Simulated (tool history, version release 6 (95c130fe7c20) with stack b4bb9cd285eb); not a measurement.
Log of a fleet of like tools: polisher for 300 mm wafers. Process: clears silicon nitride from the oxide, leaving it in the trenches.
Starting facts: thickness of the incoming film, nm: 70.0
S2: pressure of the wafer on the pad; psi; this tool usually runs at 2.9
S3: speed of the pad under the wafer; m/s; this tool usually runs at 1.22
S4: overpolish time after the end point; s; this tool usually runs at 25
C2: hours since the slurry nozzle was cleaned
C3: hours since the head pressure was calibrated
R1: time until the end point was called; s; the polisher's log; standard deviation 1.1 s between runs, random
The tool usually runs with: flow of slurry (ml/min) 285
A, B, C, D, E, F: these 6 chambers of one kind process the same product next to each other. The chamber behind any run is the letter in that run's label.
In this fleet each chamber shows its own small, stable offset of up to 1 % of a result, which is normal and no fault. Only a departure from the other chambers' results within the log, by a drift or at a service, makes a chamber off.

At hour 4.5: chamber A: worn pad replaced by a new one.
At hour 12.4: chamber A: head pressure recalibrated.
Run 1D, hour 12.6: usual settings; wafers polished on this pad 712; C2 439.4; C3 200.5. Result: R1 74.409 s.
At hour 12.7: chamber D: worn pad replaced by a new one.
At hour 22.1: chamber C: worn pad replaced by a new one.
Run 2A, hour 23.2: usual settings; wafers polished on this pad 120; C2 29.5; C3 10.9. Result: R1 73.160 s.
Run 3B, hour 32.0: usual settings; wafers polished on this pad 1053; C2 94.6; C3 610.3. Result: R1 76.711 s.
Run 4E, hour 39.8: usual settings; wafers polished on this pad 305; C2 96.2; C3 952.0. Result: R1 77.486 s.
At hour 48.2: chamber D: slurry nozzle cleaned.
Run 5F, hour 54.9: usual settings; wafers polished on this pad 447; C2 70.9; C3 598.0. Result: R1 73.750 s.
At hour 58.3: chamber C: slurry nozzle cleaned.
Run 6C, hour 61.5: usual settings; wafers polished on this pad 253; C2 3.2; C3 485.5. Result: R1 73.036 s.
Run 7A, hour 69.7: usual settings; wafers polished on this pad 419; C2 76.0; C3 57.4. Result: R1 75.536 s.
At hour 76.8: chamber B: worn pad replaced by a new one.
Run 8C, hour 83.4: usual settings; wafers polished on this pad 394; C2 25.1; C3 507.4. Result: R1 74.010 s.
Run 9E, hour 96.3: usual settings; wafers polished on this pad 669; C2 152.7; C3 1008.5. Result: R1 75.024 s.
Run 10D, hour 105.5: usual settings; wafers polished on this pad 597; C2 57.3; C3 293.4. Result: R1 74.349 s.
At hour 108.1: chamber F: worn pad replaced by a new one.
At hour 115.1: chamber D: worn pad replaced by a new one.
Run 11B, hour 120.0: usual settings; wafers polished on this pad 278; C2 182.6; C3 698.3. Result: R1 75.323 s.
At hour 132.8: chamber C: worn pad replaced by a new one.
At hour 133.5: chamber A: worn pad replaced by a new one.
Run 12F, hour 134.0: usual settings; wafers polished on this pad 166; C2 150.0; C3 677.1. Result: R1 73.749 s.
Run 13B, hour 144.7: usual settings; wafers polished on this pad 437; C2 207.3; C3 723.0. Result: R1 75.533 s.
Run 14D, hour 155.9: usual settings; wafers polished on this pad 262; C2 107.7; C3 343.8. Result: R1 74.606 s.
Run 15C, hour 170.0: usual settings; wafers polished on this pad 239; C2 111.7; C3 594.0. Result: R1 73.701 s.
At hour 182.2: chamber E: head pressure recalibrated.
Run 16A, hour 185.1: usual settings; wafers polished on this pad 331; C2 191.4; C3 172.8. Result: R1 72.282 s.
Run 17E, hour 195.9: usual settings; wafers polished on this pad 1309; C2 252.3; C3 13.7. Result: R1 74.389 s.
Run 18F, hour 208.3: usual settings; wafers polished on this pad 644; C2 224.3; C3 751.4. Result: R1 73.938 s.
Run 19B, hour 215.6: usual settings but flow of slurry (ml/min) 230, S3 0.88 m/s; wafers polished on this pad 892; C2 278.2; C3 793.9. Result: R1 106.930 s.
At hour 217.7: chamber D: worn pad replaced by a new one.
Run 20D, hour 224.3: usual settings but flow of slurry (ml/min) 230, S3 0.88 m/s; wafers polished on this pad 42; C2 176.1; C3 412.2. Result: R1 106.050 s.
At hour 224.4: chamber E: worn pad replaced by a new one.
At hour 228.9: chamber F: worn pad replaced by a new one.
Run 21A, hour 237.2: usual settings but flow of slurry (ml/min) 230, S3 0.88 m/s; wafers polished on this pad 666; C2 243.5; C3 224.9. Result: R1 107.940 s.
At hour 244.0: chamber B: slurry nozzle cleaned.
Run 22C, hour 247.9: usual settings but flow of slurry (ml/min) 230, S3 0.88 m/s; wafers polished on this pad 739; C2 189.6; C3 671.9. Result: R1 106.130 s.
At hour 248.1: chamber B: worn pad replaced by a new one.
Run 23E, hour 254.8: usual settings but flow of slurry (ml/min) 230, S3 0.88 m/s; wafers polished on this pad 195; C2 311.2; C3 72.6. Result: R1 108.710 s.
At hour 262.1: chamber C: worn pad replaced by a new one.
Run 24F, hour 267.6: usual settings but flow of slurry (ml/min) 230, S3 0.88 m/s; wafers polished on this pad 249; C2 283.6; C3 810.7. Result: R1 105.880 s.
At hour 268.6: chamber A: worn pad replaced by a new one.
Run 25C, hour 274.5: usual settings; wafers polished on this pad 80; C2 216.2; C3 698.5. Result: R1 74.051 s.
Run 26D, hour 285.5: usual settings but flow of slurry (ml/min) 355, S4 19 s; wafers polished on this pad 436; C2 237.3; C3 473.4. Result: R1 73.704 s.
At hour 287.3: chamber F: slurry nozzle cleaned.
Run 27F, hour 296.0: usual settings but flow of slurry (ml/min) 355, S4 19 s; wafers polished on this pad 431; C2 8.8; C3 839.1. Result: R1 70.998 s.
At hour 296.8: chamber C: head pressure recalibrated.
At hour 304.7: chamber D: worn pad replaced by a new one.
At hour 305.5: chamber D: head pressure recalibrated.
Run 28B, hour 306.4: usual settings but flow of slurry (ml/min) 355, S4 19 s; wafers polished on this pad 374; C2 62.5; C3 884.7. Result: R1 74.407 s.
Run 29E, hour 316.9: usual settings but flow of slurry (ml/min) 355, S4 19 s; wafers polished on this pad 594; C2 373.3; C3 134.7. Result: R1 73.995 s.
Run 30A, hour 327.6: usual settings but flow of slurry (ml/min) 355, S4 19 s; wafers polished on this pad 379; C2 333.9; C3 315.3. Result: R1 73.051 s.
Run 31C, hour 334.6: usual settings but flow of slurry (ml/min) 355, S4 19 s; wafers polished on this pad 466; C2 276.3; C3 37.9. Result: R1 74.252 s.
Run 32D, hour 347.1: usual settings; wafers polished on this pad 272; C2 298.9; C3 41.7. Result: R1 73.644 s.
At hour 352.7: chamber F: worn pad replaced by a new one.
Run 33E, hour 357.1: usual settings; wafers polished on this pad 853; C2 413.5; C3 174.9. Result: R1 75.145 s.
At hour 365.8: chamber C: worn pad replaced by a new one.
Run 34B, hour 370.6: usual settings but flow of slurry (ml/min) 230, S2 3.4 psi; wafers polished on this pad 787; C2 126.7; C3 948.9. Result: R1 67.110 s.
Run 35A, hour 381.3: usual settings but flow of slurry (ml/min) 230, S2 3.4 psi; wafers polished on this pad 724; C2 387.6; C3 369.0. Result: R1 64.295 s.
Run 36F, hour 389.4: usual settings but flow of slurry (ml/min) 230, S2 3.4 psi; wafers polished on this pad 236; C2 102.2; C3 932.5. Result: R1 63.962 s.
At hour 397.4: chamber D: worn pad replaced by a new one.
Run 37E, hour 404.2: usual settings but flow of slurry (ml/min) 230, S2 3.4 psi; wafers polished on this pad 1156; C2 460.6; C3 222.0. Result: R1 67.182 s.
Run 38C, hour 418.5: usual settings but flow of slurry (ml/min) 230, S2 3.4 psi; wafers polished on this pad 338; C2 360.2; C3 121.8. Result: R1 65.151 s.
Run 39F, hour 427.8: usual settings but flow of slurry (ml/min) 230, S2 3.4 psi; wafers polished on this pad 482; C2 140.6; C3 970.9. Result: R1 63.748 s.
Run 40B, hour 442.3: usual settings; wafers polished on this pad 1248; C2 198.4; C3 1020.6. Result: R1 76.180 s.
Run 41D, hour 450.6: usual settings; wafers polished on this pad 342; C2 402.4; C3 145.2. Result: R1 75.720 s.

The same settings go to every chamber for the next run, one line per chamber below. Forecast the results for each:
Run 42A, hour 461.5: usual settings but S2 3.3 psi. Result: R1 ?.
Run 42B, hour 461.5: usual settings but S2 3.3 psi. Result: R1 ?.
Run 42C, hour 461.5: usual settings but S2 3.3 psi. Result: R1 ?.
Run 42D, hour 461.5: usual settings but S2 3.3 psi. Result: R1 ?.
Run 42E, hour 461.5: usual settings but S2 3.3 psi. Result: R1 ?.
Run 42F, hour 461.5: usual settings but S2 3.3 psi. Result: R1 ?.

run      R1
42A  64.692
42B  66.831
42C  66.820
42D  67.452
42E  67.278
42F  66.708
